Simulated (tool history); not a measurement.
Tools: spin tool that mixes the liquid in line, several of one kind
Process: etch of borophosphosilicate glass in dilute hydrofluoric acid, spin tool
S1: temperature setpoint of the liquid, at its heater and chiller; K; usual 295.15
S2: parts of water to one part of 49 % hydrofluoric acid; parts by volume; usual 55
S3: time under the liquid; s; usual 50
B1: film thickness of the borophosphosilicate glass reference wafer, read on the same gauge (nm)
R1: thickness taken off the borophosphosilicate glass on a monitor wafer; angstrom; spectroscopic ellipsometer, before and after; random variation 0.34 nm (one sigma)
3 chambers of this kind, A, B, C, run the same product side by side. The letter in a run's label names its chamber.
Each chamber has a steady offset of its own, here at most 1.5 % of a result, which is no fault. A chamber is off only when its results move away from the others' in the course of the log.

run	hour	S1	S2	S3	B1	R1
1B	12.3	295.15	55	50	30.029	532.88
2C	24.4	295.15	55	50	29.960	530.47
3A	33.8	295.15	55	50	30.037	531.78
4B	42.0	295.15	55	50	29.999	533.39
5A	52.5	295.15	55	50	29.991	535.53
6C	61.3	295.15	35	40	29.999	686.18
7C	73.2	295.15	35	40	29.970	674.97
8A	79.0	295.15	35	40	30.000	699.72
9B	86.0	295.15	55	50	29.949	535.85
10C	98.7	295.15	55	65	29.975	686.23
11A	109.2	295.15	55	65	29.985	700.13
12B	115.9	295.15	55	65	29.987	695.58
13A	123.0	295.15	55	50	30.002	537.19
14B	129.4	292.15	55	30	29.974	283.69
15C	138.3	292.15	55	30	30.042	280.07
16C	144.2	292.15	55	30	29.997	279.22
17B	152.0	295.15	55	50	30.034	536.00
18A	162.5	295.15	55	50	29.972	538.26
19C	172.1	295.15	55	50	30.052	527.08
# hour 175.2: chamber A: hydrofluoric acid flow meter replaced
20A	181.9	295.15	55	50	30.036	537.59
21B	189.6	295.15	80	50	30.019	352.81
22B	196.8	295.15	80	50	29.960	351.74
23A	207.9	295.15	80	50	30.044	356.74
24C	215.3	295.15	70	25	29.977	205.11
25C	222.1	295.15	70	25	30.046	207.00
26B	232.3	295.15	70	25	30.004	205.78
27A	244.4	295.15	55	50	29.977	539.09
28A	252.0	295.15	25	50	29.987	1252.50
29B	258.0	295.15	25	50	29.994	1251.00
30C	268.8	295.15	25	50	29.995	1191.60
31B	279.9	295.15	45	50	29.981	671.68
32A	285.6	295.15	45	50	29.996	669.62
# hour 287.3: chamber C: thermometer replaced
33C	291.4	295.15	45	50	30.017	649.57
34A	303.0	295.15	70	50	29.989	414.61
35B	309.1	295.15	70	50	29.992	412.90
36C	315.4	295.15	70	50	30.042	403.88

What goes on in this fleet: one chamber off, a drifting gauge, or nothing beyond the chambers' own small offsets? Name the chamber and the cause, if any.

No chamber stands off beyond its own small offset, and the gauge holds steady.
